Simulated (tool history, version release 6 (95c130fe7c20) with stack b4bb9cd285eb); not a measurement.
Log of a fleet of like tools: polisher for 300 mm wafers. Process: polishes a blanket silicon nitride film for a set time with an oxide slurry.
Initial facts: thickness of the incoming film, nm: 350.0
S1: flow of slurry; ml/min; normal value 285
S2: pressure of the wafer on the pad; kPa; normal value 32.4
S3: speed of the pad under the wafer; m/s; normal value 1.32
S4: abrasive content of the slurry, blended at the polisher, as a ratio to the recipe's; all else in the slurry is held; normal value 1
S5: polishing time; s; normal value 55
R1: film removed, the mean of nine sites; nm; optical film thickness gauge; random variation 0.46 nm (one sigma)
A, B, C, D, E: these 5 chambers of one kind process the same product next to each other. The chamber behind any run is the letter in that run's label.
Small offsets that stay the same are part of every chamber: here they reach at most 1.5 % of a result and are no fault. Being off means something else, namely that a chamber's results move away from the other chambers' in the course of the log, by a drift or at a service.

At hour 11.7: chamber E: worn pad replaced by a new one.
Run 1C, hour 13.2: usual settings. Result: R1 68.298 nm.
At hour 19.7: chamber C: slurry blender recalibrated.
Run 2B, hour 25.2: usual settings. Result: R1 68.214 nm.
At hour 25.5: chamber E: slurry blender recalibrated.
At hour 26.5: chamber B: worn pad replaced by a new one.
At hour 30.7: chamber B: slurry nozzle cleaned.
Run 3A, hour 37.2: usual settings. Result: R1 69.882 nm.
At hour 44.2: chamber D: worn pad replaced by a new one.
At hour 48: chamber C: worn pad replaced by a new one.
At hour 51: chamber D: conditioning disc replaced and pad reconditioned.
Run 4E, hour 51.3: usual settings. Result: R1 69.72 nm.
At hour 61.3: chamber C: slurry nozzle cleaned.
Run 5D, hour 62.4: usual settings. Result: R1 68.909 nm.
At hour 63.9: chamber D: slurry blender recalibrated.
At hour 71.2: chamber B: conditioning disc replaced and pad reconditioned.
Run 6C, hour 71.9: usual settings. Result: R1 68.832 nm.
Run 7E, hour 78.7: usual settings. Result: R1 69.329 nm.
At hour 81.1: chamber B: worn pad replaced by a new one.
Run 8D, hour 87.9: usual settings. Result: R1 69.418 nm.
Run 9B, hour 97.4: usual settings. Result: R1 68.26 nm.
At hour 99.7: chamber A: worn pad replaced by a new one.
Run 10A, hour 111: usual settings. Result: R1 69.101 nm.
At hour 113.9: chamber D: worn pad replaced by a new one.
At hour 116.3: chamber E: worn pad replaced by a new one.
Run 11B, hour 118.5: usual settings. Result: R1 68.469 nm.
At hour 119.2: chamber C: worn pad replaced by a new one.
Run 12A, hour 124.8: usual settings. Result: R1 68.398 nm.
Run 13E, hour 131.5: usual settings. Result: R1 69.658 nm.
At hour 135.5: chamber B: slurry blender recalibrated.
At hour 139: chamber E: head pressure recalibrated.
At hour 143.5: chamber A: conditioning disc replaced and pad reconditioned.
Run 14C, hour 144.3: usual settings. Result: R1 67.87 nm.
At hour 146.1: chamber B: worn pad replaced by a new one.
At hour 152.9: chamber C: slurry blender recalibrated.
Run 15D, hour 154: usual settings. Result: R1 69.226 nm.
Run 16E, hour 163.7: usual settings. Result: R1 64.258 nm.
At hour 165.9: chamber C: conditioning disc replaced and pad reconditioned.
At hour 167.2: chamber A: slurry blender recalibrated.
Run 17C, hour 171.6: usual settings but S1 375 ml/min, S3 0.98 m/s. Result: R1 54.437 nm.
At hour 174.6: chamber D: worn pad replaced by a new one.
Run 18A, hour 178.5: usual settings but S1 375 ml/min, S3 0.98 m/s. Result: R1 55.693 nm.
At hour 186.6: chamber C: worn pad replaced by a new one.
At hour 189.5: chamber E: conditioning disc replaced and pad reconditioned.
Run 19D, hour 191: usual settings but S1 375 ml/min, S3 0.98 m/s. Result: R1 54.597 nm.
Run 20B, hour 198.9: usual settings but S1 375 ml/min, S3 0.98 m/s. Result: R1 54.718 nm.
At hour 208.7: chamber B: worn pad replaced by a new one.
At hour 209.8: chamber E: slurry nozzle cleaned.
Run 21A, hour 210.3: usual settings but S1 375 ml/min, S3 0.98 m/s. Result: R1 55.947 nm.
At hour 216.2: chamber E: worn pad replaced by a new one.
Run 22B, hour 217.8: usual settings. Result: R1 68.261 nm.
Run 23E, hour 224.4: usual settings. Result: R1 63.803 nm.
Run 24C, hour 237.1: usual settings. Result: R1 68.116 nm.
At hour 239.6: chamber E: slurry blender recalibrated.
At hour 241: chamber C: worn pad replaced by a new one.
At hour 241.9: chamber A: worn pad replaced by a new one.
At hour 245.4: chamber D: worn pad replaced by a new one.
Run 25D, hour 251.1: usual settings. Result: R1 68.64 nm.
At hour 252.5: chamber D: slurry nozzle cleaned.
At hour 255.7: chamber B: head pressure recalibrated.
Run 26A, hour 259.2: usual settings. Result: R1 68.591 nm.
At hour 263.3: chamber B: worn pad replaced by a new one.
Run 27B, hour 266.5: usual settings. Result: R1 68.846 nm.
At hour 277.1: chamber D: conditioning disc replaced and pad reconditioned.
Run 28C, hour 278.2: usual settings. Result: R1 68.019 nm.
Run 29D, hour 291.4: usual settings. Result: R1 69.38 nm.
At hour 297: chamber D: slurry blender recalibrated.
Run 30E, hour 300: usual settings. Result: R1 63.891 nm.
Run 31D, hour 311.6: usual settings. Result: R1 69.134 nm.

Next, all 5 chambers run the settings below, one line each with question marks for the results. What does each chamber give?
Run 32A, hour 322.1: usual settings but S5 64 s. Result: R1 ?.
Run 32B, hour 322.1: usual settings but S5 64 s. Result: R1 ?.
Run 32C, hour 322.1: usual settings but S5 64 s. Result: R1 ?.
Run 32D, hour 322.1: usual settings but S5 64 s. Result: R1 ?.
Run 32E, hour 322.1: usual settings but S5 64 s. Result: R1 ?.

run      R1
32A   80.46
32B  78.886
32C  79.357
32D   79.56
32E  74.537
